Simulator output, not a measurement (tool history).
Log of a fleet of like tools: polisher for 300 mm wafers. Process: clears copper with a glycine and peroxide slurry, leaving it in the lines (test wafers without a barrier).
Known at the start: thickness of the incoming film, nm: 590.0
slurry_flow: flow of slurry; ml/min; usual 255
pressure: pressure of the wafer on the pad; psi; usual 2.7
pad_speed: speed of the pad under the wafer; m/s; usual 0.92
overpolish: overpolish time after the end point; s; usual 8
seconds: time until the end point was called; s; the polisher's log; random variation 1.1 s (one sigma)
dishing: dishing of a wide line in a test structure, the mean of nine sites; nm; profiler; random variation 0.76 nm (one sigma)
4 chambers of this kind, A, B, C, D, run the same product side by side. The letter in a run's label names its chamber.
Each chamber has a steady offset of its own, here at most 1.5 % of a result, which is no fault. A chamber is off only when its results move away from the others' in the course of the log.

| run | hour | slurry_flow | pressure | pad_speed | overpolish | wafers polished on this pad | hours since the slurry nozzle was cleaned | hours since the head pressure was calibrated | seconds | dishing |
|---|---|---|---|---|---|---|---|---|---|---|
| 1A | 3.7 | 255 | 2.7 | 0.92 | 8 | 403 | 88.6 | 295.5 | 97.692 | 33.997 |
| 2D | 6.9 | 255 | 2.7 | 0.92 | 8 | 346 | 219.0 | 127.6 | 96.276 | 32.845 |
| 3B | 11.1 | 255 | 2.7 | 0.92 | 8 | 934 | 112.7 | 93.5 | 97.991 | 33.643 |
|  | 12.3 | chamber D: slurry nozzle cleaned |
| 4C | 13.6 | 255 | 2.7 | 0.92 | 8 | 280 | 48.9 | 29.2 | 96.708 | 34.471 |
| 5D | 17.2 | 225 | 2.7 | 0.80 | 8 | 409 | 4.9 | 137.9 | 107.000 | 31.920 |
| 6A | 21.8 | 225 | 2.7 | 0.80 | 8 | 515 | 106.7 | 313.6 | 111.430 | 30.276 |
| 7C | 25.9 | 225 | 2.7 | 0.80 | 8 | 356 | 61.2 | 41.5 | 110.830 | 30.772 |
| 8B | 28.7 | 225 | 2.7 | 0.80 | 8 | 1042 | 130.3 | 111.1 | 111.210 | 29.588 |
| 9D | 31.6 | 255 | 2.7 | 0.92 | 8 | 498 | 19.3 | 152.3 | 96.633 | 35.340 |
| 10C | 35.6 | 255 | 2.7 | 0.92 | 8 | 416 | 70.9 | 51.2 | 97.126 | 34.800 |
| 11A | 38.0 | 255 | 2.7 | 0.92 | 8 | 615 | 122.9 | 329.8 | 99.625 | 34.402 |
| 12B | 42.3 | 255 | 2.7 | 0.92 | 8 | 1126 | 143.9 | 124.7 | 97.940 | 34.311 |
| 13C | 46.0 | 255 | 2.7 | 0.92 | 8 | 480 | 81.3 | 61.6 | 99.778 | 34.550 |
| 14D | 49.1 | 255 | 2.7 | 0.92 | 8 | 605 | 36.8 | 169.8 | 97.735 | 33.919 |
| 15A | 51.7 | 255 | 2.7 | 0.92 | 8 | 699 | 136.6 | 343.5 | 99.142 | 36.049 |
| 16B | 55.5 | 255 | 2.7 | 0.92 | 8 | 1207 | 157.1 | 137.9 | 98.579 | 32.735 |
| 17B | 60.2 | 255 | 2.7 | 0.92 | 8 | 1236 | 161.8 | 142.6 | 98.984 | 33.150 |
| 18D | 63.3 | 255 | 2.7 | 0.92 | 8 | 693 | 51.0 | 184.0 | 98.124 | 34.752 |
| 19C | 66.4 | 255 | 2.7 | 0.92 | 8 | 605 | 101.7 | 82.0 | 98.247 | 33.697 |
| 20A | 68.7 | 255 | 2.7 | 0.92 | 8 | 804 | 153.6 | 360.5 | 98.471 | 35.709 |
| 21A | 73.1 | 255 | 2.7 | 0.92 | 8 | 831 | 158.0 | 364.9 | 98.215 | 35.760 |
| 22C | 76.6 | 255 | 2.7 | 0.92 | 8 | 668 | 111.9 | 92.2 | 99.465 | 34.510 |
| 23B | 80.4 | 255 | 2.7 | 0.92 | 8 | 1361 | 182.0 | 162.8 | 101.400 | 34.829 |
| 24D | 83.5 | 255 | 2.7 | 0.92 | 8 | 817 | 71.2 | 204.2 | 97.259 | 34.925 |
| 25D | 87.2 | 255 | 2.7 | 0.92 | 8 | 840 | 74.9 | 207.9 | 95.778 | 34.939 |
| 26B | 89.8 | 255 | 2.7 | 0.92 | 8 | 1419 | 191.4 | 172.2 | 102.140 | 32.906 |
| 27A | 94.3 | 255 | 2.7 | 0.92 | 8 | 961 | 179.2 | 386.1 | 98.308 | 33.204 |
| 28C | 99.0 | 255 | 2.7 | 0.92 | 8 | 806 | 134.3 | 114.6 | 98.375 | 34.054 |
| 29D | 103.0 | 255 | 2.7 | 0.92 | 8 | 937 | 90.7 | 223.7 | 96.152 | 33.023 |
| 30A | 105.7 | 255 | 2.3 | 0.92 | 8 | 1031 | 190.6 | 397.5 | 112.610 | 31.814 |
| 31C | 109.6 | 255 | 2.3 | 0.92 | 8 | 871 | 144.9 | 125.2 | 110.430 | 30.464 |
|  | 110.2 | chamber A: worn pad replaced by a new one |
| 32B | 113.6 | 255 | 2.3 | 0.92 | 8 | 1565 | 215.2 | 196.0 | 120.450 | 28.942 |
| 33B | 116.3 | 255 | 2.3 | 0.92 | 8 | 1582 | 217.9 | 198.7 | 122.470 | 28.897 |
| 34A | 120.3 | 255 | 2.7 | 0.92 | 8 | 62 | 205.2 | 412.1 | 98.762 | 34.147 |
| 35D | 122.6 | 255 | 2.7 | 1.04 | 8 | 1058 | 110.3 | 243.3 | 87.838 | 35.983 |

All 4 chambers run these settings next. Forecast each chamber's results:
| 36A | 126.0 | 255 | 3.2 | 0.92 | 8 |  |  |  | ? | ? |
| 36B | 126.0 | 255 | 3.2 | 0.92 | 8 |  |  |  | ? | ? |
| 36C | 126.0 | 255 | 3.2 | 0.92 | 8 |  |  |  | ? | ? |
| 36D | 126.0 | 255 | 3.2 | 0.92 | 8 |  |  |  | ? | ? |

| run | seconds | dishing |
|---|---|---|
| 36A | 85.203 | 39.881 |
| 36B | 91.717 | 36.919 |
| 36C | 85.700 | 37.457 |
| 36D | 84.683 | 37.806 |
